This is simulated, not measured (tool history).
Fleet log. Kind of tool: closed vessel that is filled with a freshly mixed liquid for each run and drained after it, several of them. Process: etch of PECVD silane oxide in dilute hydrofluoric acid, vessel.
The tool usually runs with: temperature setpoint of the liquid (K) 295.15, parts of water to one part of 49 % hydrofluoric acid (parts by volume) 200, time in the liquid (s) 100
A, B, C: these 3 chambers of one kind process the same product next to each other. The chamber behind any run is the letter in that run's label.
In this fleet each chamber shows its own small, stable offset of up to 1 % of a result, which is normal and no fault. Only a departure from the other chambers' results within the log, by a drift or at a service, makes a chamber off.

run,hour,temperature setpoint of the liquid (K),parts of water to one part of 49 % hydrofluoric acid (parts by volume),time in the liquid (s),hours since the thermometer was replaced,hours since the hydrofluoric acid flow meter was replaced,"read-back film thickness of the PECVD silane oxide reference wafer, read on the same gauge (nm)",thickness taken off the PECVD silane oxide on a monitor wafer (nm)
1A,3.8,295.15,200,100,1389.2,1173.0,29.965,10.1580
2C,6.0,295.15,200,100,1051.5,738.3,29.989,10.0560
3B,9.7,295.15,200,100,504.2,1062.5,30.027,10.0330
4A,13.3,295.15,200,100,1398.7,1182.5,30.001,10.1110
5B,17.3,295.15,200,100,511.8,1070.1,29.987,9.9860
6C,20.4,295.15,200,100,1065.9,752.7,30.013,10.1460
7B,23.1,295.15,200,100,517.6,1075.9,30.004,10.0920
8A,27.9,295.15,200,100,1413.3,1197.1,29.990,10.1100
9C,31.8,295.15,200,120,1077.3,764.1,30.021,12.3290
10C,35.5,295.15,200,120,1081.0,767.8,29.996,12.2120
11B,37.7,295.15,200,120,532.2,1090.5,29.967,11.9580
12A,42.4,295.15,200,100,1427.8,1211.6,30.019,10.1480
13C,45.6,295.15,200,100,1091.1,777.9,29.992,10.2740
14A,49.7,295.15,200,100,1435.1,1218.9,29.985,10.1570
15B,52.9,295.15,200,100,547.4,1105.7,30.032,10.0390
# hour 54.3: chamber A: thermometer replaced
16B,55.1,295.15,200,100,549.6,1107.9,30.006,10.0640
17A,58.7,295.15,200,100,4.5,1227.9,29.971,10.0440
18C,63.1,295.15,200,100,1108.6,795.4,29.993,10.3060
19A,66.0,295.15,200,100,11.8,1235.2,29.987,10.0420
20B,69.3,295.15,200,100,563.8,1122.1,29.985,9.9995
21C,72.8,295.15,200,100,1118.3,805.1,30.018,10.0840
22A,76.3,295.15,200,100,22.1,1245.5,29.987,10.0810
23C,78.9,295.15,200,100,1124.4,811.2,29.973,10.1670
24B,82.8,295.15,255,100,577.3,1135.6,30.010,7.3568
25C,85.1,295.15,255,100,1130.6,817.4,29.982,7.5988
26A,89.1,295.15,255,100,34.9,1258.3,29.992,7.4430
27B,93.9,295.15,200,100,588.4,1146.7,30.016,9.9526
28A,98.4,295.15,200,100,44.2,1267.6,30.001,9.9672

Next, every chamber runs the same settings. What will each give?
29A,101.9,295.15,200,100,,,,?
29B,101.9,295.15,200,100,,,,?
29C,101.9,295.15,200,100,,,,?

run,thickness taken off the PECVD silane oxide on a monitor wafer (nm)
29A,10.1070
29B,10.1730
29C,10.0640
